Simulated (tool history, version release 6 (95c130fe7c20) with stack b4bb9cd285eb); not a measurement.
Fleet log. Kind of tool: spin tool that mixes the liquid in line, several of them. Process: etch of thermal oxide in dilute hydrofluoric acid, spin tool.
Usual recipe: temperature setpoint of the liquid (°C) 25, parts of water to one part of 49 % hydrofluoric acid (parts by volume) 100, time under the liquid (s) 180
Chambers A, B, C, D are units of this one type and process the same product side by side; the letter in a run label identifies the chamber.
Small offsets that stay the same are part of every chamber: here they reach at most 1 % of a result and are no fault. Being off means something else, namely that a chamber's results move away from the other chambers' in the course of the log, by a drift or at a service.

run	hour	temperature setpoint of the liquid (°C)	parts of water to one part of 49 % hydrofluoric acid (parts by volume)	time under the liquid (s)	hours since the thermometer was replaced	hours since the hydrofluoric acid flow meter was replaced	read-back film thickness of the thermal oxide reference wafer, read on the same gauge (nm)	thickness taken off the thermal oxide on a monitor wafer (Å)
1D	4.8	25	100	180	1667.1	1359.5	80.017	90.08
2A	9.3	25	100	180	694.5	1489.1	79.991	89.676
3B	13.1	25	100	180	1794.4	1169.2	79.97	89.752
4C	18.2	25	100	180	157.7	1648.2	80.014	90.016
5D	20.7	25	100	180	1683	1375.4	79.988	89.423
6C	24.7	25	100	180	164.2	1654.7	79.992	89.841
7A	27.5	25	100	180	712.7	1507.3	80.016	89.767
8B	31.2	25	100	180	1812.5	1187.3	79.984	89.931
9A	34.3	25	100	180	719.5	1514.1	79.971	88.97
10C	36.7	25	100	180	176.2	1666.7	80.019	90.515
# hour 37.6: chamber D: hydrofluoric acid flow meter replaced
11B	39.2	25	100	180	1820.5	1195.3	79.988	89.519
12D	43.3	25	100	180	1705.6	5.7	80.01	89.166
13B	45.8	25	100	180	1827.1	1201.9	79.991	88.89
14C	49.2	25	100	180	188.7	1679.2	79.981	90.111
15A	53.5	27	100	180	738.7	1533.3	79.975	95.283
16D	56.4	27	100	180	1718.7	18.8	79.98	96.669
17A	60.3	27	100	180	745.5	1540.1	80.023	96.024
18B	64.8	27	100	180	1846.1	1220.9	80.016	96.965
19C	67.2	25	100	180	206.7	1697.2	80.011	90.169
20D	70.1	25	100	180	1732.4	32.5	80	89.557
21A	73.1	25	100	180	758.3	1552.9	80.028	87.598
22C	78.4	25	100	120	217.9	1708.4	79.997	59.683
23B	81.4	25	100	120	1862.7	1237.5	79.993	59.499
24D	84.6	25	100	120	1746.9	47	79.997	59.358
25C	87.6	25	100	120	227.1	1717.6	79.983	60.001
26A	91.6	25	100	180	776.8	1571.4	79.995	86.76
27D	96.1	25	100	180	1758.4	58.5	79.969	89.832
28B	99.8	29.5	100	255	1881.1	1255.9	80.023	151.31
29C	102.6	29.5	100	255	242.1	1732.6	79.977	151.44
30B	105.9	29.5	100	255	1887.2	1262	80.004	151.21
31A	110	29.5	100	255	795.2	1589.8	80.001	144.93
32D	113.2	25	100	180	1775.5	75.6	80.041	89.647
33C	116.1	25	100	180	255.6	1746.1	79.973	90.525

All 4 chambers run these settings next. Forecast each chamber's results:
34A	119.8	25	135	180				?
34B	119.8	25	135	180				?
34C	119.8	25	135	180				?
34D	119.8	25	135	180				?

run	thickness taken off the thermal oxide on a monitor wafer (Å)
34A	61.231
34B	63.246
34C	64.545
34D	63.673

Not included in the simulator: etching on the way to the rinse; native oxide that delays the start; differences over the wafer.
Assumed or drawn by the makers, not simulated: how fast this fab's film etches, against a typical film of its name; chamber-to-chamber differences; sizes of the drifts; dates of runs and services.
